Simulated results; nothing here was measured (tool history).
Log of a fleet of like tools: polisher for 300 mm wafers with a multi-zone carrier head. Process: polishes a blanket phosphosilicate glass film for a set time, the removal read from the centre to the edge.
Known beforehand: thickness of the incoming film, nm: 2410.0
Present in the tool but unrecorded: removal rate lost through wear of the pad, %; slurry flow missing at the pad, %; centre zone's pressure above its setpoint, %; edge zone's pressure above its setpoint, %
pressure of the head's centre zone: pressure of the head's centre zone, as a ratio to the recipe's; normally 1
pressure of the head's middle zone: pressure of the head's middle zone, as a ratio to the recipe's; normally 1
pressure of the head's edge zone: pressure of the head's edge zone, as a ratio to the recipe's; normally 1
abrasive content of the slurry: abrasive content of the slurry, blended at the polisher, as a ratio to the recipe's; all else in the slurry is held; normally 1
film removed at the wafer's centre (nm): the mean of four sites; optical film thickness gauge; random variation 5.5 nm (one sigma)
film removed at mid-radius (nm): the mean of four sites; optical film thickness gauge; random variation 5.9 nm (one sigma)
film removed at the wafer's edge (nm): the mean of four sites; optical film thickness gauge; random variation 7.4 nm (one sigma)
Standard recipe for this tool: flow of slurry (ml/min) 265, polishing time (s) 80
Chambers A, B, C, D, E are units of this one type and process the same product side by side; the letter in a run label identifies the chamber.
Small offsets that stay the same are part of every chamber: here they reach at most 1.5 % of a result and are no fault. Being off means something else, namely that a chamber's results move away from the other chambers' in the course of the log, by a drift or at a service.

run,hour,flow of slurry (ml/min),pressure of the head's centre zone,pressure of the head's middle zone,pressure of the head's edge zone,abrasive content of the slurry,polishing time (s),wafers polished on this pad,hours since the slurry nozzle was cleaned,hours since the centre zone pressure was calibrated,hours since the edge zone pressure was calibrated,film removed at the wafer's centre (nm),film removed at mid-radius (nm),film removed at the wafer's edge (nm)
1A,4.7,265,1,1,1,1,80,422,102.6,763.6,172.4,595.9,587.69,574.75
2C,9,265,1,1,1,1,80,525,574.6,266.8,554.2,597.17,586.45,594.13
3E,15.2,265,1,1,1,1,80,521,31,194.2,168.8,578.05,581.37,579.02
4B,22.2,265,1,1,1,1,80,343,580.9,898.3,364.1,585.66,594.71,592.16
# hour 27.4: chamber D: worn pad replaced by a new one
5D,27.6,265,1,1,1,1,80,1,724.1,55.4,505.1,594.28,596.39,586.37
6A,35.2,265,1,1,1,1,80,632,133.1,794.1,202.9,593.6,588.28,579.09
7E,41.4,265,1,1,1,1,80,701,57.2,220.4,195,587.93,578.37,581.1
8C,50.1,265,1,1,1,1,80,809,615.7,307.9,595.3,591.5,579.6,590.78
9B,59.6,265,1,1,1,1,80,601,618.3,935.7,401.5,580.57,589.06,588.17
10D,66.1,265,1,1,0.93,1,99,266,762.6,93.9,543.6,748.11,719.74,692.2
11E,75.6,265,1,1,0.93,1,99,937,91.4,254.6,229.2,734.72,735.51,697.94
12D,81,265,1,1,0.93,1,99,369,777.5,108.8,558.5,737.69,738.38,715.96
# hour 83.8: chamber C: worn pad replaced by a new one
13A,89.4,265,1,1,0.93,1,99,1006,187.3,848.3,257.1,745.18,725.08,706.26
14C,95.6,265,1,1,0.93,1,99,81,661.2,353.4,640.8,736.67,735.47,710.18
# hour 101.9: chamber E: worn pad replaced by a new one
15B,103.6,265,1,1,1,1,80,904,662.3,979.7,445.5,584.35,595.38,603.76
16E,111.9,265,1,1,1,1,80,69,127.7,290.9,265.5,587.07,580.12,593.79
# hour 112.3: chamber A: worn pad replaced by a new one
# hour 115.6: chamber D: slurry nozzle cleaned
17A,117.3,265,1,1,1,1,80,34,215.2,876.2,285,594.76,597.07,576.4
# hour 118.3: chamber A: centre zone pressure recalibrated
# hour 120.6: chamber B: worn pad replaced by a new one
18D,124.4,265,1,1,1,1,80,668,8.9,152.2,601.9,603.43,591.25,583.13
19B,132.6,265,1,1.07,1,1,80,82,691.3,1008.7,474.5,590.23,637.82,587.14
# hour 139.2: chamber D: worn pad replaced by a new one
20C,140.5,265,1,1.07,1,1,80,390,706.1,398.3,685.7,598.43,625.12,584.57
21E,146.4,265,1,1.07,1,1,80,306,162.2,325.4,300,583.27,616.43,575.52
22B,152.5,265,1,1.07,1,1,80,220,711.2,1028.6,494.4,583.8,623.88,592.31
# hour 156.9: chamber D: edge zone pressure recalibrated
23A,157.3,265,1,1.07,1,1,80,310,255.2,39,325,604.82,622.75,586.94
24D,161.8,265,1,1,0.89,1,95,155,46.3,189.6,4.9,712.52,701.15,666.75
25C,171.5,265,1,1,0.89,1,95,604,737.1,429.3,716.7,707.67,698.21,656.32
26A,178.9,265,1,1,0.89,1,95,458,276.8,60.6,346.6,708.34,694,646.95
27E,185.6,265,1,1,0.89,1,95,576,201.4,364.6,339.2,696.27,690.61,657.83
28B,193.9,265,1,1,0.89,1,95,505,752.6,1070,535.8,691.32,702.21,654.93
# hour 197.6: chamber B: slurry nozzle cleaned
29C,202.7,265,1,1,1,1,80,819,768.3,460.5,747.9,594.47,576.34,597.56
30D,212.4,265,1,1,1,1,80,504,96.9,240.2,55.5,606.23,590.12,589.63
31E,219.6,265,1,1,1,1,80,811,235.4,398.6,373.2,577.55,576.38,592.17
# hour 222: chamber C: worn pad replaced by a new one
32B,227,265,1,1,1,1,80,733,29.5,1103.1,568.9,581.72,590.08,589.87
33C,234.7,265,1,1,1,1,80,87,800.3,492.5,779.9,590.69,589.25,592.15
34D,241.3,265,1,1,1,1,80,703,125.8,269.1,84.4,594.99,596.81,592.11
35A,245.9,265,1,1,1,1,80,920,343.8,127.6,413.6,594.3,581.38,583.29
36A,255.6,265,1,1,1,1,80,987,353.5,137.3,423.3,596.73,586.76,579.41
# hour 258.2: chamber E: worn pad replaced by a new one
# hour 260.7: chamber D: worn pad replaced by a new one
37B,261.9,265,1,1,1,1,80,973,64.4,1138,603.8,585.19,586.49,584.74
38D,270.3,265,1,1,1,1,80,66,154.8,298.1,113.4,595.53,581.2,593.65
39E,279.3,265,1,1,1.09,1,80,145,295.1,458.3,432.9,586.98,583.34,610.47

Is one chamber out of step, is the gauge drifting, or do the chambers differ by no more than their own small offsets? For an off chamber, give its letter and the likeliest cause.

The fleet is healthy, with each chamber sitting at its usual small offset and no drift in the gauge.
